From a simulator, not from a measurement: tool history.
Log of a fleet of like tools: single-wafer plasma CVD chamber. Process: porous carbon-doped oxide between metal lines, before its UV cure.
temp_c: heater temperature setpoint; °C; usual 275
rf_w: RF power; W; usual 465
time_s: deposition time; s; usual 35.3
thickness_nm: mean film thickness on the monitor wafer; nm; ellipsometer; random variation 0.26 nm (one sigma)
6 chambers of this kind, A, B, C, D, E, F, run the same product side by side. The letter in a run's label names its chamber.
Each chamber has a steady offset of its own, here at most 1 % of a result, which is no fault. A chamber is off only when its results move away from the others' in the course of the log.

run   hour  temp_c  rf_w  time_s  read-back reference wafer on the same gauge, thickness_nm  thickness_nm
 1B    8.3     275   465    35.3                                                     218.03        211.22
 2F   17.3     275   465    35.3                                                     218.08        208.82
 3D   23.9     275   465    35.3                                                     218.09        212.55
 4A   33.0     275   465    35.3                                                     218.16        210.53
 5E   39.9     275   465    35.3                                                     218.14        212.90
 6C   47.2     275   465    35.3                                                     218.16        210.29
 7C   55.7     275   465    35.3                                                     218.15        210.18
 8F   62.7     275   465    35.3                                                     218.23        208.94
 9D   70.2     275   465    35.3                                                     218.27        212.90
10B   75.3     275   465    35.3                                                     218.32        211.01
11E   81.7     275   465    35.3                                                     218.32        212.61
12A   86.8     275   465    35.3                                                     218.39        210.29
13F   92.7     275   465    35.3                                                     218.45        209.07
14C  100.0     275   465    35.3                                                     218.39        210.49
15B  108.2     265   465    28.7                                                     218.37        184.57
16D  116.6     265   465    28.7                                                     218.54        186.13
     120.2  -- chamber E: RF generator calibrated
17E  122.1     265   465    28.7                                                     218.46        186.03
18A  129.2     265   465    28.7                                                     218.54        184.00
19A  135.4     265   465    28.7                                                     218.60        184.22
     143.9  -- chamber A: RF generator calibrated
20B  144.3     265   465    28.7                                                     218.57        184.82
21F  151.0     275   465    35.3                                                     218.62        209.06
22D  160.0     275   465    35.3                                                     218.67        213.34
23C  167.7     275   465    35.3                                                     218.74        210.40
24E  176.3     275   465    35.3                                                     218.71        213.79
25E  184.5     275   465    35.3                                                     218.71        213.75
26F  189.1     275   465    35.3                                                     218.83        209.23
27B  194.9     275   465    35.3                                                     218.83        211.63
28C  201.2     275   465    35.3                                                     218.82        211.05
29A  208.0     275   465    37.8                                                     218.83        225.70
30D  215.6     275   465    37.8                                                     218.83        228.64
31F  221.7     275   465    37.8                                                     218.91        223.89
32A  227.6     275   465    37.8                                                     218.91        225.78
33C  232.7     275   465    37.8                                                     218.99        225.54
34B  239.0     275   465    37.8                                                     219.00        226.34
35D  248.1     268   465    35.3                                                     218.99        223.31
36E  255.2     268   465    35.3                                                     219.03        223.25
37E  259.3     268   465    35.3                                                     219.01        223.89

Next, every chamber runs the same settings. What will each give?
38A  265.9     275   465    35.3                                                                        ?
38B  265.9     275   465    35.3                                                                        ?
38C  265.9     275   465    35.3                                                                        ?
38D  265.9     275   465    35.3                                                                        ?
38E  265.9     275   465    35.3                                                                        ?
38F  265.9     275   465    35.3                                                                        ?

run  thickness_nm
38A        211.31
38B        211.41
38C        211.75
38D        213.56
38E        214.19
38F        210.05

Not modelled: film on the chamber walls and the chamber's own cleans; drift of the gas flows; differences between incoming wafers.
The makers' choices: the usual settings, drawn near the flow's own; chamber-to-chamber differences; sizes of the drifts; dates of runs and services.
